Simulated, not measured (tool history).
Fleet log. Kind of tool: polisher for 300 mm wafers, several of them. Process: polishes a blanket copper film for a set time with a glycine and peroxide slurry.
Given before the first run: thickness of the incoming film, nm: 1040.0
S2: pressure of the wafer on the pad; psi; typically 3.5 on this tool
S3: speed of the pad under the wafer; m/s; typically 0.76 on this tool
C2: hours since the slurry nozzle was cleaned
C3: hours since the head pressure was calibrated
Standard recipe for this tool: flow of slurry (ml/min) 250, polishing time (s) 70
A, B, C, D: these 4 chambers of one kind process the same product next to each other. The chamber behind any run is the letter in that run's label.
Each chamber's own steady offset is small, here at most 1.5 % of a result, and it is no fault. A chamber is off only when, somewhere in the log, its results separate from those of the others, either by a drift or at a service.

{"hour": 3.9, "done": "chamber D: slurry nozzle cleaned"}
{"run": "1C", "hour": 10.9, "flow of slurry (ml/min)": 250, "S2": 3.5, "S3": 0.76, "polishing time (s)": 70, "wafers polished on this pad": 563, "C2": 69.1, "C3": 437.9, "film removed (nm)": 358.81}
{"hour": 12.8, "done": "chamber A: worn pad replaced by a new one"}
{"run": "2D", "hour": 16.2, "flow of slurry (ml/min)": 250, "S2": 3.5, "S3": 0.76, "polishing time (s)": 70, "wafers polished on this pad": 661, "C2": 12.4, "C3": 438.1, "film removed (nm)": 356.87}
{"run": "3A", "hour": 24.2, "flow of slurry (ml/min)": 250, "S2": 3.5, "S3": 0.76, "polishing time (s)": 70, "wafers polished on this pad": 81, "C2": 297.7, "C3": 69.1, "film removed (nm)": 362.57}
{"hour": 29.5, "done": "chamber B: slurry nozzle cleaned"}
{"run": "4B", "hour": 31.5, "flow of slurry (ml/min)": 250, "S2": 3.5, "S3": 0.76, "polishing time (s)": 70, "wafers polished on this pad": 995, "C2": 2.1, "C3": 907.2, "film removed (nm)": 365.29}
{"hour": 32.7, "done": "chamber D: worn pad replaced by a new one"}
{"run": "5B", "hour": 39.0, "flow of slurry (ml/min)": 250, "S2": 3.5, "S3": 0.76, "polishing time (s)": 70, "wafers polished on this pad": 1049, "C2": 9.6, "C3": 914.7, "film removed (nm)": 366.58}
{"hour": 43.1, "done": "chamber B: worn pad replaced by a new one"}
{"hour": 44.0, "done": "chamber C: worn pad replaced by a new one"}
{"run": "6C", "hour": 44.3, "flow of slurry (ml/min)": 250, "S2": 3.5, "S3": 0.76, "polishing time (s)": 70, "wafers polished on this pad": 2, "C2": 102.5, "C3": 471.3, "film removed (nm)": 363.77}
{"run": "7D", "hour": 49.3, "flow of slurry (ml/min)": 250, "S2": 3.5, "S3": 0.76, "polishing time (s)": 70, "wafers polished on this pad": 118, "C2": 45.5, "C3": 471.2, "film removed (nm)": 359.17}
{"run": "8A", "hour": 57.2, "flow of slurry (ml/min)": 250, "S2": 3.5, "S3": 0.76, "polishing time (s)": 70, "wafers polished on this pad": 315, "C2": 330.7, "C3": 102.1, "film removed (nm)": 363.14}
{"run": "9C", "hour": 63.2, "flow of slurry (ml/min)": 250, "S2": 3.5, "S3": 0.76, "polishing time (s)": 70, "wafers polished on this pad": 137, "C2": 121.4, "C3": 490.2, "film removed (nm)": 367.74}
{"run": "10B", "hour": 70.1, "flow of slurry (ml/min)": 250, "S2": 3.5, "S3": 0.76, "polishing time (s)": 70, "wafers polished on this pad": 192, "C2": 40.7, "C3": 945.8, "film removed (nm)": 355.88}
{"run": "11A", "hour": 75.3, "flow of slurry (ml/min)": 250, "S2": 3.5, "S3": 0.76, "polishing time (s)": 70, "wafers polished on this pad": 444, "C2": 348.8, "C3": 120.2, "film removed (nm)": 363.37}
{"run": "12D", "hour": 82.9, "flow of slurry (ml/min)": 250, "S2": 3.5, "S3": 0.76, "polishing time (s)": 70, "wafers polished on this pad": 357, "C2": 79.1, "C3": 504.8, "film removed (nm)": 355.78}
{"run": "13D", "hour": 88.1, "flow of slurry (ml/min)": 250, "S2": 3.5, "S3": 0.76, "polishing time (s)": 70, "wafers polished on this pad": 394, "C2": 84.3, "C3": 510, "film removed (nm)": 355.45}
{"run": "14A", "hour": 97.7, "flow of slurry (ml/min)": 250, "S2": 3.5, "S3": 0.76, "polishing time (s)": 81, "wafers polished on this pad": 603, "C2": 371.2, "C3": 142.6, "film removed (nm)": 422.69}
{"run": "15C", "hour": 108.5, "flow of slurry (ml/min)": 250, "S2": 3.5, "S3": 0.76, "polishing time (s)": 81, "wafers polished on this pad": 459, "C2": 166.7, "C3": 535.5, "film removed (nm)": 421.96}
{"run": "16B", "hour": 119.5, "flow of slurry (ml/min)": 250, "S2": 3.5, "S3": 0.76, "polishing time (s)": 81, "wafers polished on this pad": 543, "C2": 90.1, "C3": 995.2, "film removed (nm)": 423.43}
{"run": "17B", "hour": 129.9, "flow of slurry (ml/min)": 250, "S2": 3.5, "S3": 0.76, "polishing time (s)": 81, "wafers polished on this pad": 617, "C2": 100.5, "C3": 1005.6, "film removed (nm)": 420.97}
{"hour": 131.0, "done": "chamber D: worn pad replaced by a new one"}
{"run": "18A", "hour": 136.8, "flow of slurry (ml/min)": 250, "S2": 3.5, "S3": 0.76, "polishing time (s)": 70, "wafers polished on this pad": 881, "C2": 410.3, "C3": 181.7, "film removed (nm)": 357.67}
{"hour": 142.2, "done": "chamber A: worn pad replaced by a new one"}
{"run": "19D", "hour": 145.7, "flow of slurry (ml/min)": 250, "S2": 3.5, "S3": 0.76, "polishing time (s)": 70, "wafers polished on this pad": 104, "C2": 141.9, "C3": 567.6, "film removed (nm)": 348.28}
{"run": "20C", "hour": 155.5, "flow of slurry (ml/min)": 250, "S2": 3.5, "S3": 0.76, "polishing time (s)": 70, "wafers polished on this pad": 793, "C2": 213.7, "C3": 582.5, "film removed (nm)": 365.61}
{"run": "21D", "hour": 163.8, "flow of slurry (ml/min)": 250, "S2": 3.5, "S3": 0.76, "polishing time (s)": 70, "wafers polished on this pad": 233, "C2": 160, "C3": 585.7, "film removed (nm)": 347.92}
{"hour": 168.6, "done": "chamber C: worn pad replaced by a new one"}
{"run": "22B", "hour": 168.6, "flow of slurry (ml/min)": 250, "S2": 3.5, "S3": 0.52, "polishing time (s)": 56, "wafers polished on this pad": 892, "C2": 139.2, "C3": 1044.3, "film removed (nm)": 213.1}
{"hour": 170.9, "done": "chamber B: worn pad replaced by a new one"}
{"run": "23C", "hour": 176.4, "flow of slurry (ml/min)": 250, "S2": 3.5, "S3": 0.52, "polishing time (s)": 56, "wafers polished on this pad": 55, "C2": 234.6, "C3": 603.4, "film removed (nm)": 215.12}
{"run": "24A", "hour": 182.6, "flow of slurry (ml/min)": 250, "S2": 3.5, "S3": 0.52, "polishing time (s)": 56, "wafers polished on this pad": 287, "C2": 456.1, "C3": 227.5, "film removed (nm)": 217.65}
{"run": "25B", "hour": 189.3, "flow of slurry (ml/min)": 250, "S2": 3.5, "S3": 0.52, "polishing time (s)": 56, "wafers polished on this pad": 131, "C2": 159.9, "C3": 1065, "film removed (nm)": 215.38}
{"run": "26D", "hour": 198.2, "flow of slurry (ml/min)": 250, "S2": 2.9, "S3": 0.76, "polishing time (s)": 59, "wafers polished on this pad": 477, "C2": 194.4, "C3": 620.1, "film removed (nm)": 246.99}
{"run": "27C", "hour": 208.7, "flow of slurry (ml/min)": 250, "S2": 2.9, "S3": 0.76, "polishing time (s)": 59, "wafers polished on this pad": 285, "C2": 266.9, "C3": 635.7, "film removed (nm)": 260.76}
{"run": "28A", "hour": 218.0, "flow of slurry (ml/min)": 250, "S2": 2.9, "S3": 0.76, "polishing time (s)": 59, "wafers polished on this pad": 539, "C2": 491.5, "C3": 262.9, "film removed (nm)": 264.09}
{"run": "29D", "hour": 227.2, "flow of slurry (ml/min)": 250, "S2": 2.9, "S3": 0.76, "polishing time (s)": 59, "wafers polished on this pad": 684, "C2": 223.4, "C3": 649.1, "film removed (nm)": 249.76}
{"run": "30A", "hour": 233.3, "flow of slurry (ml/min)": 250, "S2": 3.5, "S3": 0.76, "polishing time (s)": 70, "wafers polished on this pad": 648, "C2": 506.8, "C3": 278.2, "film removed (nm)": 363.54}
{"hour": 236.4, "done": "chamber D: worn pad replaced by a new one"}
{"run": "31B", "hour": 238.2, "flow of slurry (ml/min)": 250, "S2": 3.5, "S3": 0.76, "polishing time (s)": 70, "wafers polished on this pad": 478, "C2": 208.8, "C3": 1113.9, "film removed (nm)": 360.24}
{"run": "32C", "hour": 248.9, "flow of slurry (ml/min)": 250, "S2": 3.5, "S3": 0.76, "polishing time (s)": 70, "wafers polished on this pad": 571, "C2": 307.1, "C3": 675.9, "film removed (nm)": 364.12}
{"hour": 255.8, "done": "chamber A: worn pad replaced by a new one"}
{"run": "33D", "hour": 258.0, "flow of slurry (ml/min)": 250, "S2": 3.5, "S3": 0.76, "polishing time (s)": 70, "wafers polished on this pad": 153, "C2": 254.2, "C3": 679.9, "film removed (nm)": 336.68}
{"run": "34C", "hour": 267.5, "flow of slurry (ml/min)": 250, "S2": 3.5, "S3": 0.76, "polishing time (s)": 70, "wafers polished on this pad": 703, "C2": 325.7, "C3": 694.5, "film removed (nm)": 356.37}
{"run": "35A", "hour": 277.1, "flow of slurry (ml/min)": 250, "S2": 3.5, "S3": 0.76, "polishing time (s)": 70, "wafers polished on this pad": 151, "C2": 550.6, "C3": 322, "film removed (nm)": 365.14}

Next, every chamber runs the same settings. What will each give?
{"run": "36A", "hour": 285.0, "flow of slurry (ml/min)": 250, "S2": 3.5, "S3": 0.76, "polishing time (s)": 70, "film removed (nm)": "?"}
{"run": "36B", "hour": 285.0, "flow of slurry (ml/min)": 250, "S2": 3.5, "S3": 0.76, "polishing time (s)": 70, "film removed (nm)": "?"}
{"run": "36C", "hour": 285.0, "flow of slurry (ml/min)": 250, "S2": 3.5, "S3": 0.76, "polishing time (s)": 70, "film removed (nm)": "?"}
{"run": "36D", "hour": 285.0, "flow of slurry (ml/min)": 250, "S2": 3.5, "S3": 0.76, "polishing time (s)": 70, "film removed (nm)": "?"}

run=36A film_removed_(nm)=367.43
run=36B film_removed_(nm)=361.73
run=36C film_removed_(nm)=362.16
run=36D film_removed_(nm)=340.62
